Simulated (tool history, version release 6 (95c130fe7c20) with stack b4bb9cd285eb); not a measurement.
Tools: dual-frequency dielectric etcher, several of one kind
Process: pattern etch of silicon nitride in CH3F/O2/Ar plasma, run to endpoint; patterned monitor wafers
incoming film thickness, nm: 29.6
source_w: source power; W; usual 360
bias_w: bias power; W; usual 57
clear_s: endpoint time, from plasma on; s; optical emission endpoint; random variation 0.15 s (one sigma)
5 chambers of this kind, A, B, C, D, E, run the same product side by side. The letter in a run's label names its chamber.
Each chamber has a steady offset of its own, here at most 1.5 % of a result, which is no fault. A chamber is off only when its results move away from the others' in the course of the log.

run	hour	source_w	bias_w	hours since the last wet clean	hours since the last source power generator calibration	hours since the last bias power generator calibration	clear_s
1E	6.5	360	57	330.7	2662.4	201.7	47.594
# hour 8.7: chamber D: bias power generator calibrated
2A	12	360	57	190.2	1755.9	553.4	48.558
# hour 13: chamber B: wet clean of the chamber
3D	20.7	360	57	99.7	1619.5	12.1	47.722
4B	25.5	360	57	12.5	2012	878.1	47.917
# hour 27.8: chamber A: source power generator calibrated
5C	35.3	360	57	167.4	2731.9	736.9	48.087
6A	40.2	310	57	218.4	12.4	581.6	51.556
7D	46.1	310	57	125.1	1644.9	37.5	50.84
8E	52.3	310	57	376.5	2708.2	247.5	50.41
9B	62	310	57	49	2048.5	914.6	50.714
10C	68.8	310	57	200.9	2765.4	770.4	50.84
11B	74.3	360	57	61.3	2060.8	926.9	47.797
12E	83.5	360	57	407.7	2739.4	278.7	47.625
13D	91.4	420	50	170.4	1690.2	82.8	46.775
14C	97.8	420	50	229.9	2794.4	799.4	47.383
# hour 99.4: chamber E: source power generator calibrated
15A	103.2	420	50	281.4	75.4	644.6	47.568
# hour 103.3: chamber E: wet clean of the chamber
16C	109.7	420	50	241.8	2806.3	811.3	47.182
17B	116.7	420	50	103.7	2103.2	969.3	47.245
18E	126.1	360	57	22.9	26.7	321.3	47.722
19A	137.1	360	57	315.3	109.3	678.5	48.37
20D	145.3	360	51	224.3	1744.1	136.7	49.532
21D	155.8	360	51	234.8	1754.6	147.2	49.634
# hour 158.4: chamber A: wet clean of the chamber
22C	162.7	360	51	294.8	2859.3	864.3	49.932
23E	167.8	360	51	64.6	68.4	363	49.422
24A	172.9	360	51	14.6	145.1	714.3	50.293
25B	179.8	360	57	166.8	2166.3	1032.4	48.018
26E	188.7	360	57	85.5	89.3	383.9	47.601
27A	197.6	360	57	39.3	169.8	739	48.537
28C	207.2	360	57	339.3	2903.8	908.8	48.044
29D	218.4	360	57	297.4	1817.2	209.8	47.714
30B	227.4	360	57	214.4	2213.9	1080	48.084
31A	234.7	430	47	76.4	206.9	776.1	47.818
32E	241.4	430	47	138.2	142	436.6	47.447
33D	251.8	430	47	330.8	1850.6	243.2	47.522

Is one chamber off against the others, does the gauge drift, or is nothing wrong? If a chamber is off, say which, and what the likeliest cause is.

No chamber stands off beyond its own small offset, and the gauge holds steady.
